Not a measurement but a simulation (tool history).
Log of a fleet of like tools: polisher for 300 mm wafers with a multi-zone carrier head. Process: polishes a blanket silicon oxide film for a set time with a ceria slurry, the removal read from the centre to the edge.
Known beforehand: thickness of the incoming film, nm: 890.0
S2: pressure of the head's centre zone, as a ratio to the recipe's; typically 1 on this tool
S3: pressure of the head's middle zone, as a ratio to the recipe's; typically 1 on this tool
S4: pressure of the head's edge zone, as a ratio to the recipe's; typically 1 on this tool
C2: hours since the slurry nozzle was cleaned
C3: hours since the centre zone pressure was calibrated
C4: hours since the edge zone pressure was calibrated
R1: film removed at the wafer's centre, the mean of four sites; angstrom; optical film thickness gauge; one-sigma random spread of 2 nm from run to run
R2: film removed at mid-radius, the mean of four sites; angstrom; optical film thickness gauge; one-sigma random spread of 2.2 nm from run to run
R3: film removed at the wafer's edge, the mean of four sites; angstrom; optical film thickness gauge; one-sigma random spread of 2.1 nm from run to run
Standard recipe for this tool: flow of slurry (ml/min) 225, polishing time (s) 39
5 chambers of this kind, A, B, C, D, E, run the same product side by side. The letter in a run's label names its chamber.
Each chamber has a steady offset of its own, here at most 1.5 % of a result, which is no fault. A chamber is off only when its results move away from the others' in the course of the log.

{"run": "1B", "hour": 9.0, "flow of slurry (ml/min)": 225, "S2": 1, "S3": 1, "S4": 1, "polishing time (s)": 39, "wafers polished on this pad": 970, "C2": 151.4, "C3": 42.6, "C4": 686.2, "R1": 1701.8, "R2": 1706.1, "R3": 1689.4}
{"hour": 12.8, "done": "chamber E: worn pad replaced by a new one"}
{"run": "2A", "hour": 13.9, "flow of slurry (ml/min)": 225, "S2": 1, "S3": 1, "S4": 1, "polishing time (s)": 39, "wafers polished on this pad": 602, "C2": 433.2, "C3": 17.2, "C4": 249.6, "R1": 1735.2, "R2": 1666.7, "R3": 1710.2}
{"run": "3E", "hour": 22.1, "flow of slurry (ml/min)": 225, "S2": 1, "S3": 1, "S4": 1, "polishing time (s)": 39, "wafers polished on this pad": 134, "C2": 742.5, "C3": 441.4, "C4": 42.4, "R1": 1725.5, "R2": 1763.8, "R3": 1678.7}
{"hour": 27.8, "done": "chamber D: worn pad replaced by a new one"}
{"run": "4C", "hour": 29.5, "flow of slurry (ml/min)": 225, "S2": 1, "S3": 1, "S4": 1, "polishing time (s)": 39, "wafers polished on this pad": 514, "C2": 89, "C3": 653.6, "C4": 87, "R1": 1721.4, "R2": 1692.5, "R3": 1706.8}
{"hour": 34.0, "done": "chamber B: worn pad replaced by a new one"}
{"run": "5D", "hour": 36.9, "flow of slurry (ml/min)": 280, "S2": 1, "S3": 1, "S4": 1, "polishing time (s)": 39, "wafers polished on this pad": 132, "C2": 300.6, "C3": 116.5, "C4": 249.2, "R1": 1775.1, "R2": 1722.2, "R3": 1732}
{"run": "6B", "hour": 46.7, "flow of slurry (ml/min)": 280, "S2": 1, "S3": 1, "S4": 1, "polishing time (s)": 39, "wafers polished on this pad": 183, "C2": 189.1, "C3": 80.3, "C4": 723.9, "R1": 1724.1, "R2": 1719.2, "R3": 1707.2}
{"hour": 47.1, "done": "chamber C: worn pad replaced by a new one"}
{"run": "7E", "hour": 54.0, "flow of slurry (ml/min)": 280, "S2": 1, "S3": 1, "S4": 1, "polishing time (s)": 39, "wafers polished on this pad": 594, "C2": 774.4, "C3": 473.3, "C4": 74.3, "R1": 1771.8, "R2": 1728.7, "R3": 1713.5}
{"hour": 60.8, "done": "chamber A: worn pad replaced by a new one"}
{"run": "8A", "hour": 63.7, "flow of slurry (ml/min)": 280, "S2": 1, "S3": 1, "S4": 1, "polishing time (s)": 39, "wafers polished on this pad": 43, "C2": 483, "C3": 67, "C4": 299.4, "R1": 1796.1, "R2": 1714.1, "R3": 1729.9}
{"run": "9C", "hour": 70.0, "flow of slurry (ml/min)": 280, "S2": 1, "S3": 1, "S4": 1, "polishing time (s)": 39, "wafers polished on this pad": 330, "C2": 129.5, "C3": 694.1, "C4": 127.5, "R1": 1788.4, "R2": 1717.6, "R3": 1745}
{"hour": 71.2, "done": "chamber D: slurry nozzle cleaned"}
{"run": "10D", "hour": 76.1, "flow of slurry (ml/min)": 225, "S2": 1, "S3": 1, "S4": 1, "polishing time (s)": 39, "wafers polished on this pad": 697, "C2": 5, "C3": 155.7, "C4": 288.4, "R1": 1694.8, "R2": 1704.8, "R3": 1697.8}
{"run": "11E", "hour": 85.6, "flow of slurry (ml/min)": 225, "S2": 1, "S3": 1, "S4": 1, "polishing time (s)": 39, "wafers polished on this pad": 1050, "C2": 806, "C3": 504.9, "C4": 105.9, "R1": 1696.1, "R2": 1753, "R3": 1696.5}
{"hour": 87.3, "done": "chamber E: slurry nozzle cleaned"}
{"hour": 91.6, "done": "chamber E: worn pad replaced by a new one"}
{"run": "12B", "hour": 92.9, "flow of slurry (ml/min)": 225, "S2": 1, "S3": 1, "S4": 1, "polishing time (s)": 39, "wafers polished on this pad": 849, "C2": 235.3, "C3": 126.5, "C4": 770.1, "R1": 1707.1, "R2": 1716.9, "R3": 1710.8}
{"hour": 98.2, "done": "chamber C: worn pad replaced by a new one"}
{"run": "13A", "hour": 99.7, "flow of slurry (ml/min)": 225, "S2": 1, "S3": 1, "S4": 1, "polishing time (s)": 39, "wafers polished on this pad": 562, "C2": 519, "C3": 103, "C4": 335.4, "R1": 1705, "R2": 1697, "R3": 1690}
{"hour": 107.4, "done": "chamber D: worn pad replaced by a new one"}
{"run": "14D", "hour": 108.0, "flow of slurry (ml/min)": 225, "S2": 1, "S3": 1, "S4": 1, "polishing time (s)": 39, "wafers polished on this pad": 9, "C2": 36.9, "C3": 187.6, "C4": 320.3, "R1": 1706.8, "R2": 1715.5, "R3": 1731.9}
{"run": "15C", "hour": 112.6, "flow of slurry (ml/min)": 225, "S2": 1, "S3": 1, "S4": 1, "polishing time (s)": 39, "wafers polished on this pad": 207, "C2": 172.1, "C3": 736.7, "C4": 170.1, "R1": 1719.8, "R2": 1704.2, "R3": 1693.1}
{"run": "16D", "hour": 120.7, "flow of slurry (ml/min)": 225, "S2": 1, "S3": 1, "S4": 1, "polishing time (s)": 39, "wafers polished on this pad": 192, "C2": 49.6, "C3": 200.3, "C4": 333, "R1": 1716.9, "R2": 1697, "R3": 1694.5}
{"run": "17A", "hour": 126.3, "flow of slurry (ml/min)": 225, "S2": 1, "S3": 1, "S4": 1, "polishing time (s)": 39, "wafers polished on this pad": 945, "C2": 545.6, "C3": 129.6, "C4": 362, "R1": 1700.7, "R2": 1675.5, "R3": 1699.4}
{"run": "18B", "hour": 131.9, "flow of slurry (ml/min)": 225, "S2": 1, "S3": 1, "S4": 1, "polishing time (s)": 39, "wafers polished on this pad": 1412, "C2": 274.3, "C3": 165.5, "C4": 809.1, "R1": 1698.1, "R2": 1699.2, "R3": 1738.5}
{"hour": 136.0, "done": "chamber B: worn pad replaced by a new one"}
{"run": "19E", "hour": 137.4, "flow of slurry (ml/min)": 290, "S2": 1, "S3": 1, "S4": 1, "polishing time (s)": 39, "wafers polished on this pad": 661, "C2": 50.2, "C3": 556.7, "C4": 157.7, "R1": 1748.6, "R2": 1785.8, "R3": 1726.8}
{"run": "20C", "hour": 143.7, "flow of slurry (ml/min)": 290, "S2": 1, "S3": 1, "S4": 1, "polishing time (s)": 39, "wafers polished on this pad": 656, "C2": 203.2, "C3": 767.8, "C4": 201.2, "R1": 1773.4, "R2": 1783.3, "R3": 1708}
{"hour": 144.3, "done": "chamber A: slurry nozzle cleaned"}
{"hour": 146.8, "done": "chamber B: slurry nozzle cleaned"}
{"run": "21B", "hour": 150.0, "flow of slurry (ml/min)": 290, "S2": 1, "S3": 1, "S4": 1, "polishing time (s)": 39, "wafers polished on this pad": 202, "C2": 3.3, "C3": 183.6, "C4": 827.2, "R1": 1759.2, "R2": 1771.9, "R3": 1712.9}
{"hour": 151.8, "done": "chamber A: worn pad replaced by a new one"}
{"hour": 152.5, "done": "chamber C: worn pad replaced by a new one"}
{"run": "22E", "hour": 158.5, "flow of slurry (ml/min)": 290, "S2": 1, "S3": 1, "S4": 1, "polishing time (s)": 39, "wafers polished on this pad": 966, "C2": 71.3, "C3": 577.8, "C4": 178.8, "R1": 1758.1, "R2": 1769.1, "R3": 1723.8}
{"run": "23C", "hour": 168.1, "flow of slurry (ml/min)": 290, "S2": 1, "S3": 1, "S4": 1, "polishing time (s)": 39, "wafers polished on this pad": 226, "C2": 227.6, "C3": 792.2, "C4": 225.6, "R1": 1756.1, "R2": 1751.8, "R3": 1727.6}
{"run": "24D", "hour": 176.4, "flow of slurry (ml/min)": 225, "S2": 1, "S3": 1, "S4": 1, "polishing time (s)": 39, "wafers polished on this pad": 995, "C2": 105.3, "C3": 256, "C4": 388.7, "R1": 1677.4, "R2": 1658.4, "R3": 1661.6}
{"hour": 179.7, "done": "chamber D: worn pad replaced by a new one"}
{"run": "25A", "hour": 181.2, "flow of slurry (ml/min)": 225, "S2": 1, "S3": 1, "S4": 1, "polishing time (s)": 39, "wafers polished on this pad": 424, "C2": 36.9, "C3": 184.5, "C4": 416.9, "R1": 1697, "R2": 1685.3, "R3": 1684}
{"hour": 184.5, "done": "chamber E: worn pad replaced by a new one"}
{"run": "26B", "hour": 190.1, "flow of slurry (ml/min)": 225, "S2": 1, "S3": 0.93, "S4": 1, "polishing time (s)": 26, "wafers polished on this pad": 780, "C2": 43.4, "C3": 223.7, "C4": 867.3, "R1": 1119.8, "R2": 1068.4, "R3": 1120.6}
{"run": "27C", "hour": 200.2, "flow of slurry (ml/min)": 225, "S2": 1, "S3": 0.93, "S4": 1, "polishing time (s)": 26, "wafers polished on this pad": 689, "C2": 259.7, "C3": 824.3, "C4": 257.7, "R1": 1129.8, "R2": 1065.7, "R3": 1132.2}
{"hour": 201.4, "done": "chamber C: centre zone pressure recalibrated"}
{"hour": 202.4, "done": "chamber B: edge zone pressure recalibrated"}
{"run": "28D", "hour": 206.4, "flow of slurry (ml/min)": 225, "S2": 1, "S3": 0.93, "S4": 1, "polishing time (s)": 26, "wafers polished on this pad": 385, "C2": 135.3, "C3": 286, "C4": 418.7, "R1": 1142.1, "R2": 1073, "R3": 1144.4}
{"hour": 209.6, "done": "chamber C: worn pad replaced by a new one"}
{"run": "29E", "hour": 216.2, "flow of slurry (ml/min)": 225, "S2": 1, "S3": 0.93, "S4": 1, "polishing time (s)": 26, "wafers polished on this pad": 457, "C2": 129, "C3": 635.5, "C4": 236.5, "R1": 1129.2, "R2": 1070.4, "R3": 1131.5}
{"run": "30A", "hour": 225.4, "flow of slurry (ml/min)": 225, "S2": 1, "S3": 0.93, "S4": 1, "polishing time (s)": 26, "wafers polished on this pad": 1061, "C2": 81.1, "C3": 228.7, "C4": 461.1, "R1": 1121.2, "R2": 1042.4, "R3": 1140.8}
{"hour": 229.9, "done": "chamber B: worn pad replaced by a new one"}
{"hour": 231.5, "done": "chamber A: worn pad replaced by a new one"}
{"run": "31A", "hour": 232.2, "flow of slurry (ml/min)": 225, "S2": 1, "S3": 1, "S4": 1, "polishing time (s)": 39, "wafers polished on this pad": 10, "C2": 87.9, "C3": 235.5, "C4": 467.9, "R1": 1721.9, "R2": 1657.7, "R3": 1681.9}
{"run": "32C", "hour": 237.2, "flow of slurry (ml/min)": 225, "S2": 1, "S3": 1, "S4": 1, "polishing time (s)": 39, "wafers polished on this pad": 398, "C2": 296.7, "C3": 35.9, "C4": 294.7, "R1": 1700.1, "R2": 1679.2, "R3": 1744.8}
{"run": "33E", "hour": 246.8, "flow of slurry (ml/min)": 225, "S2": 1, "S3": 1, "S4": 1, "polishing time (s)": 39, "wafers polished on this pad": 899, "C2": 159.6, "C3": 666.1, "C4": 267.1, "R1": 1723.1, "R2": 1737.4, "R3": 1697.2}
{"run": "34B", "hour": 253.3, "flow of slurry (ml/min)": 225, "S2": 1, "S3": 1, "S4": 1, "polishing time (s)": 39, "wafers polished on this pad": 338, "C2": 106.6, "C3": 286.9, "C4": 51, "R1": 1692.9, "R2": 1729.6, "R3": 1700.5}
{"run": "35D", "hour": 258.5, "flow of slurry (ml/min)": 225, "S2": 1, "S3": 1, "S4": 1, "polishing time (s)": 39, "wafers polished on this pad": 1136, "C2": 187.4, "C3": 338.1, "C4": 470.8, "R1": 1672.1, "R2": 1703.3, "R3": 1670.3}
{"run": "36D", "hour": 266.4, "flow of slurry (ml/min)": 225, "S2": 1, "S3": 1, "S4": 1, "polishing time (s)": 39, "wafers polished on this pad": 1250, "C2": 195.3, "C3": 346, "C4": 478.7, "R1": 1664.6, "R2": 1667.7, "R3": 1675}
{"hour": 268.2, "done": "chamber A: edge zone pressure recalibrated"}
{"hour": 272.1, "done": "chamber E: worn pad replaced by a new one"}
{"run": "37B", "hour": 275.1, "flow of slurry (ml/min)": 160, "S2": 1, "S3": 1, "S4": 0.91, "polishing time (s)": 39, "wafers polished on this pad": 653, "C2": 128.4, "C3": 308.7, "C4": 72.8, "R1": 1641.3, "R2": 1625.1, "R3": 1536.6}
{"run": "38A", "hour": 281.9, "flow of slurry (ml/min)": 160, "S2": 1, "S3": 1, "S4": 0.91, "polishing time (s)": 39, "wafers polished on this pad": 727, "C2": 137.6, "C3": 285.2, "C4": 13.7, "R1": 1633.3, "R2": 1629.3, "R3": 1562.3}
{"run": "39E", "hour": 287.3, "flow of slurry (ml/min)": 160, "S2": 1, "S3": 1, "S4": 0.91, "polishing time (s)": 39, "wafers polished on this pad": 220, "C2": 200.1, "C3": 706.6, "C4": 307.6, "R1": 1597.7, "R2": 1639.1, "R3": 1553.8}

Predict what each chamber gives when all 5 of them run the settings below next.
{"run": "40A", "hour": 294.6, "flow of slurry (ml/min)": 225, "S2": 1, "S3": 1, "S4": 0.96, "polishing time (s)": 39, "R1": "?", "R2": "?", "R3": "?"}
{"run": "40B", "hour": 294.6, "flow of slurry (ml/min)": 225, "S2": 1, "S3": 1, "S4": 0.96, "polishing time (s)": 39, "R1": "?", "R2": "?", "R3": "?"}
{"run": "40C", "hour": 294.6, "flow of slurry (ml/min)": 225, "S2": 1, "S3": 1, "S4": 0.96, "polishing time (s)": 39, "R1": "?", "R2": "?", "R3": "?"}
{"run": "40D", "hour": 294.6, "flow of slurry (ml/min)": 225, "S2": 1, "S3": 1, "S4": 0.96, "polishing time (s)": 39, "R1": "?", "R2": "?", "R3": "?"}
{"run": "40E", "hour": 294.6, "flow of slurry (ml/min)": 225, "S2": 1, "S3": 1, "S4": 0.96, "polishing time (s)": 39, "R1": "?", "R2": "?", "R3": "?"}

run=40A R1=1720.9 R2=1718.4 R3=1675.6
run=40B R1=1694.6 R2=1713.7 R3=1624.5
run=40C R1=1690.7 R2=1715.9 R3=1666.7
run=40D R1=1689.3 R2=1708.9 R3=1624.3
run=40E R1=1715.2 R2=1755 R3=1626.6
